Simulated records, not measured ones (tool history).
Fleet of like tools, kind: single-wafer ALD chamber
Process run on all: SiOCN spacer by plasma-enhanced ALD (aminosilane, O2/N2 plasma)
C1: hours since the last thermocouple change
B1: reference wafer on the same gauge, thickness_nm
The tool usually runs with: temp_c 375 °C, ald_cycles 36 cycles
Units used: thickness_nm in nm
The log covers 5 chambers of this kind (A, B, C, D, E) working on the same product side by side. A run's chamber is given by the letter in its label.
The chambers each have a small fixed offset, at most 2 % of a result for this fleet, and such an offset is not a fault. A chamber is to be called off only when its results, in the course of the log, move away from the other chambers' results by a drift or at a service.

{"run": "1B", "hour": 7.2, "temp_c": 375, "ald_cycles": 36, "C1": 654.5, "B1": 2.5503, "thickness_nm": 2.1614}
{"run": "2E", "hour": 20.9, "temp_c": 375, "ald_cycles": 36, "C1": 227.7, "B1": 2.5496, "thickness_nm": 2.1369}
{"run": "3A", "hour": 34.1, "temp_c": 375, "ald_cycles": 36, "C1": 1631.4, "B1": 2.549, "thickness_nm": 2.1718}
{"run": "4C", "hour": 47.4, "temp_c": 375, "ald_cycles": 36, "C1": 643.3, "B1": 2.5489, "thickness_nm": 2.1875}
{"run": "5D", "hour": 56.6, "temp_c": 375, "ald_cycles": 36, "C1": 2029.6, "B1": 2.5483, "thickness_nm": 2.1737}
{"run": "6B", "hour": 66.9, "temp_c": 375, "ald_cycles": 40, "C1": 714.2, "B1": 2.5476, "thickness_nm": 2.3988}
{"run": "7A", "hour": 80.2, "temp_c": 375, "ald_cycles": 40, "C1": 1677.5, "B1": 2.5485, "thickness_nm": 2.4108}
{"run": "8E", "hour": 92.4, "temp_c": 375, "ald_cycles": 40, "C1": 299.2, "B1": 2.5472, "thickness_nm": 2.3706}
{"run": "9D", "hour": 103.4, "temp_c": 375, "ald_cycles": 40, "C1": 2076.4, "B1": 2.5469, "thickness_nm": 2.4181}
{"run": "10C", "hour": 115.5, "temp_c": 375, "ald_cycles": 40, "C1": 711.4, "B1": 2.5463, "thickness_nm": 2.433}
{"run": "11A", "hour": 123.3, "temp_c": 375, "ald_cycles": 36, "C1": 1720.6, "B1": 2.5473, "thickness_nm": 2.1756}
{"run": "12D", "hour": 138.5, "temp_c": 362, "ald_cycles": 32, "C1": 2111.5, "B1": 2.5465, "thickness_nm": 1.9338}
{"run": "13C", "hour": 146.7, "temp_c": 362, "ald_cycles": 32, "C1": 742.6, "B1": 2.5455, "thickness_nm": 1.9407}
{"run": "14E", "hour": 154.6, "temp_c": 362, "ald_cycles": 32, "C1": 361.4, "B1": 2.5458, "thickness_nm": 1.8957}
{"run": "15B", "hour": 170.0, "temp_c": 362, "ald_cycles": 32, "C1": 817.3, "B1": 2.5466, "thickness_nm": 1.9233}
{"run": "16C", "hour": 182.5, "temp_c": 362, "ald_cycles": 32, "C1": 778.4, "B1": 2.5455, "thickness_nm": 1.9392}
{"run": "17B", "hour": 194.4, "temp_c": 375, "ald_cycles": 36, "C1": 841.7, "B1": 2.5442, "thickness_nm": 2.1581}
{"run": "18E", "hour": 203.9, "temp_c": 375, "ald_cycles": 36, "C1": 410.7, "B1": 2.5451, "thickness_nm": 2.1328}
{"run": "19D", "hour": 216.8, "temp_c": 375, "ald_cycles": 36, "C1": 2189.8, "B1": 2.5447, "thickness_nm": 2.1741}
{"run": "20A", "hour": 228.6, "temp_c": 375, "ald_cycles": 36, "C1": 1825.9, "B1": 2.5444, "thickness_nm": 2.1743}
{"run": "21A", "hour": 243.5, "temp_c": 375, "ald_cycles": 36, "C1": 1840.8, "B1": 2.5434, "thickness_nm": 2.1758}
{"run": "22B", "hour": 254.7, "temp_c": 375, "ald_cycles": 36, "C1": 902.0, "B1": 2.5436, "thickness_nm": 2.1547}
{"run": "23E", "hour": 267.0, "temp_c": 375, "ald_cycles": 36, "C1": 473.8, "B1": 2.5428, "thickness_nm": 2.1315}
{"run": "24C", "hour": 274.8, "temp_c": 375, "ald_cycles": 36, "C1": 870.7, "B1": 2.5436, "thickness_nm": 2.1828}
{"run": "25D", "hour": 290.3, "temp_c": 375, "ald_cycles": 36, "C1": 2263.3, "B1": 2.5423, "thickness_nm": 2.1685}
{"run": "26E", "hour": 304.6, "temp_c": 375, "ald_cycles": 36, "C1": 511.4, "B1": 2.542, "thickness_nm": 2.1338}
{"run": "27C", "hour": 315.5, "temp_c": 375, "ald_cycles": 36, "C1": 911.4, "B1": 2.5416, "thickness_nm": 2.1799}
{"run": "28B", "hour": 325.7, "temp_c": 375, "ald_cycles": 36, "C1": 973.0, "B1": 2.5418, "thickness_nm": 2.152}
{"run": "29D", "hour": 338.6, "temp_c": 375, "ald_cycles": 36, "C1": 2311.6, "B1": 2.5413, "thickness_nm": 2.1707}
{"run": "30A", "hour": 348.5, "temp_c": 375, "ald_cycles": 36, "C1": 1945.8, "B1": 2.5409, "thickness_nm": 2.1651}
{"run": "31A", "hour": 358.4, "temp_c": 375, "ald_cycles": 36, "C1": 1955.7, "B1": 2.5411, "thickness_nm": 2.1687}
{"run": "32E", "hour": 370.5, "temp_c": 375, "ald_cycles": 36, "C1": 577.3, "B1": 2.5402, "thickness_nm": 2.1319}
{"run": "33C", "hour": 381.7, "temp_c": 375, "ald_cycles": 36, "C1": 977.6, "B1": 2.5399, "thickness_nm": 2.1772}
{"run": "34D", "hour": 391.0, "temp_c": 375, "ald_cycles": 36, "C1": 2364.0, "B1": 2.5399, "thickness_nm": 2.1676}
{"run": "35B", "hour": 400.5, "temp_c": 375, "ald_cycles": 36, "C1": 1047.8, "B1": 2.5395, "thickness_nm": 2.1483}
{"run": "36A", "hour": 415.8, "temp_c": 375, "ald_cycles": 36, "C1": 2013.1, "B1": 2.5388, "thickness_nm": 2.1626}
{"run": "37C", "hour": 428.7, "temp_c": 375, "ald_cycles": 36, "C1": 1024.6, "B1": 2.5392, "thickness_nm": 2.1825}
{"hour": 435.2, "done": "chamber D: thermocouple changed; heater temperature recalibrated"}
{"run": "38E", "hour": 444.6, "temp_c": 385, "ald_cycles": 40, "C1": 651.4, "B1": 2.538, "thickness_nm": 2.3652}
{"run": "39D", "hour": 453.6, "temp_c": 385, "ald_cycles": 40, "C1": 18.5, "B1": 2.5387, "thickness_nm": 2.4061}
{"run": "40B", "hour": 468.1, "temp_c": 385, "ald_cycles": 40, "C1": 1115.4, "B1": 2.5375, "thickness_nm": 2.3826}

Has any chamber moved away from the others, gradually or after a service, or does the common gauge drift, or do the chambers differ only by their own small steady offsets? State the chamber and the most likely cause if one applies.

The gauge drifts, so all chambers seem to drift together. No chamber is off.
What lies behind it: gauge reads low (%) = 0.485.
